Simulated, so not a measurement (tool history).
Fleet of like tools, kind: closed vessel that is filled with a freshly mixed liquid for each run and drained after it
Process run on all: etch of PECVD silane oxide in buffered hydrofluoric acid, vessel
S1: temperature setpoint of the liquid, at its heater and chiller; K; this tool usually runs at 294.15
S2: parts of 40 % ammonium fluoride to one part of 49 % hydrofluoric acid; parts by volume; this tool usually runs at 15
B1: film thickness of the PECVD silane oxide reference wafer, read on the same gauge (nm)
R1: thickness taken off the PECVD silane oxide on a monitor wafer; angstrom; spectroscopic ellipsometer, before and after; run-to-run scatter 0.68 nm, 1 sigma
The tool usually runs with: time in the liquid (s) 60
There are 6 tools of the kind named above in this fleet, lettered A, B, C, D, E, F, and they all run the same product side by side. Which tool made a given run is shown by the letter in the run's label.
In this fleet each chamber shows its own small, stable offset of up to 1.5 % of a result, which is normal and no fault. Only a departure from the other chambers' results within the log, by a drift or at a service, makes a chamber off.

{"run": "1F", "hour": 11.2, "S1": 294.15, "S2": 15, "time in the liquid (s)": 60, "B1": 99.994, "R1": 721.26}
{"run": "2D", "hour": 17.4, "S1": 294.15, "S2": 15, "time in the liquid (s)": 60, "B1": 99.98, "R1": 702.21}
{"run": "3B", "hour": 23.5, "S1": 294.15, "S2": 15, "time in the liquid (s)": 60, "B1": 99.972, "R1": 699.74}
{"run": "4A", "hour": 31.6, "S1": 294.15, "S2": 15, "time in the liquid (s)": 60, "B1": 99.988, "R1": 719.04}
{"run": "5C", "hour": 43.0, "S1": 294.15, "S2": 15, "time in the liquid (s)": 60, "B1": 99.956, "R1": 735.14}
{"run": "6E", "hour": 49.1, "S1": 294.15, "S2": 15, "time in the liquid (s)": 60, "B1": 100, "R1": 707.47}
{"run": "7A", "hour": 60.6, "S1": 294.15, "S2": 15, "time in the liquid (s)": 60, "B1": 100.03, "R1": 711.16}
{"run": "8F", "hour": 66.7, "S1": 294.15, "S2": 15, "time in the liquid (s)": 60, "B1": 100.03, "R1": 725.96}
{"run": "9E", "hour": 77.5, "S1": 294.15, "S2": 15, "time in the liquid (s)": 60, "B1": 99.943, "R1": 709.82}
{"run": "10C", "hour": 83.6, "S1": 298.65, "S2": 11, "time in the liquid (s)": 60, "B1": 100, "R1": 1267.1}
{"hour": 88.7, "done": "chamber F: hydrofluoric acid flow meter replaced"}
{"run": "11D", "hour": 92.6, "S1": 298.65, "S2": 11, "time in the liquid (s)": 60, "B1": 99.951, "R1": 1232.3}
{"run": "12B", "hour": 98.0, "S1": 298.65, "S2": 11, "time in the liquid (s)": 60, "B1": 100, "R1": 1243.2}
{"hour": 99.7, "done": "chamber D: hydrofluoric acid flow meter replaced"}
{"run": "13E", "hour": 107.6, "S1": 298.65, "S2": 11, "time in the liquid (s)": 60, "B1": 99.996, "R1": 1229.2}
{"run": "14C", "hour": 113.6, "S1": 298.65, "S2": 11, "time in the liquid (s)": 60, "B1": 99.96, "R1": 1235.5}
{"run": "15F", "hour": 119.0, "S1": 298.65, "S2": 11, "time in the liquid (s)": 60, "B1": 100.03, "R1": 1234}
{"run": "16B", "hour": 130.7, "S1": 294.15, "S2": 15, "time in the liquid (s)": 60, "B1": 100, "R1": 714.01}
{"run": "17D", "hour": 142.0, "S1": 294.15, "S2": 15, "time in the liquid (s)": 60, "B1": 99.935, "R1": 706.37}
{"run": "18A", "hour": 150.8, "S1": 294.15, "S2": 15, "time in the liquid (s)": 60, "B1": 100.07, "R1": 698.16}
{"run": "19C", "hour": 157.2, "S1": 294.15, "S2": 15, "time in the liquid (s)": 60, "B1": 99.98, "R1": 716.9}
{"run": "20F", "hour": 169.1, "S1": 294.15, "S2": 15, "time in the liquid (s)": 60, "B1": 99.99, "R1": 720.04}
{"run": "21D", "hour": 174.8, "S1": 294.15, "S2": 15, "time in the liquid (s)": 40, "B1": 100.01, "R1": 473.18}
{"run": "22B", "hour": 183.5, "S1": 294.15, "S2": 15, "time in the liquid (s)": 40, "B1": 100.01, "R1": 475.61}
{"run": "23E", "hour": 190.9, "S1": 294.15, "S2": 15, "time in the liquid (s)": 40, "B1": 100.02, "R1": 468.37}
{"run": "24A", "hour": 201.5, "S1": 294.15, "S2": 15, "time in the liquid (s)": 40, "B1": 100.01, "R1": 453.29}
{"run": "25B", "hour": 209.0, "S1": 294.15, "S2": 15, "time in the liquid (s)": 40, "B1": 99.984, "R1": 467.49}
{"run": "26D", "hour": 217.1, "S1": 294.15, "S2": 15, "time in the liquid (s)": 40, "B1": 100.01, "R1": 478.78}
{"run": "27A", "hour": 224.1, "S1": 294.15, "S2": 15, "time in the liquid (s)": 60, "B1": 100, "R1": 688.06}
{"run": "28E", "hour": 229.8, "S1": 294.15, "S2": 15, "time in the liquid (s)": 60, "B1": 99.994, "R1": 708.59}
{"run": "29C", "hour": 236.9, "S1": 294.15, "S2": 15, "time in the liquid (s)": 60, "B1": 99.975, "R1": 728.92}
{"run": "30F", "hour": 246.8, "S1": 294.15, "S2": 15, "time in the liquid (s)": 60, "B1": 99.992, "R1": 722.43}
{"run": "31A", "hour": 255.2, "S1": 294.15, "S2": 15, "time in the liquid (s)": 60, "B1": 99.992, "R1": 682.58}
{"run": "32F", "hour": 264.2, "S1": 294.15, "S2": 15, "time in the liquid (s)": 60, "B1": 100.01, "R1": 717.13}
{"run": "33D", "hour": 273.6, "S1": 294.15, "S2": 15, "time in the liquid (s)": 60, "B1": 99.999, "R1": 717.43}
{"run": "34C", "hour": 285.3, "S1": 294.15, "S2": 15, "time in the liquid (s)": 60, "B1": 100.01, "R1": 732.06}
{"run": "35E", "hour": 294.6, "S1": 294.15, "S2": 15, "time in the liquid (s)": 60, "B1": 99.967, "R1": 716.55}
{"run": "36B", "hour": 303.3, "S1": 294.15, "S2": 15, "time in the liquid (s)": 60, "B1": 99.963, "R1": 708.91}
{"run": "37D", "hour": 313.1, "S1": 294.15, "S2": 15, "time in the liquid (s)": 60, "B1": 99.991, "R1": 717.09}
{"run": "38C", "hour": 322.1, "S1": 294.15, "S2": 15, "time in the liquid (s)": 60, "B1": 100.01, "R1": 720.29}
{"run": "39A", "hour": 330.9, "S1": 294.15, "S2": 15, "time in the liquid (s)": 60, "B1": 99.978, "R1": 656.47}
{"run": "40B", "hour": 337.8, "S1": 294.15, "S2": 15, "time in the liquid (s)": 60, "B1": 100.02, "R1": 706.89}
{"run": "41F", "hour": 347.2, "S1": 294.15, "S2": 15, "time in the liquid (s)": 60, "B1": 99.94, "R1": 719.88}

All chambers now run identical settings, listed one chamber a line with results as question marks. What results will each chamber show?
{"run": "42A", "hour": 355.9, "S1": 294.15, "S2": 15, "time in the liquid (s)": 60, "R1": "?"}
{"run": "42B", "hour": 355.9, "S1": 294.15, "S2": 15, "time in the liquid (s)": 60, "R1": "?"}
{"run": "42C", "hour": 355.9, "S1": 294.15, "S2": 15, "time in the liquid (s)": 60, "R1": "?"}
{"run": "42D", "hour": 355.9, "S1": 294.15, "S2": 15, "time in the liquid (s)": 60, "R1": "?"}
{"run": "42E", "hour": 355.9, "S1": 294.15, "S2": 15, "time in the liquid (s)": 60, "R1": "?"}
{"run": "42F", "hour": 355.9, "S1": 294.15, "S2": 15, "time in the liquid (s)": 60, "R1": "?"}

run=42A R1=652.41
run=42B R1=702.49
run=42C R1=719
run=42D R1=709.92
run=42E R1=705.12
run=42F R1=722.82
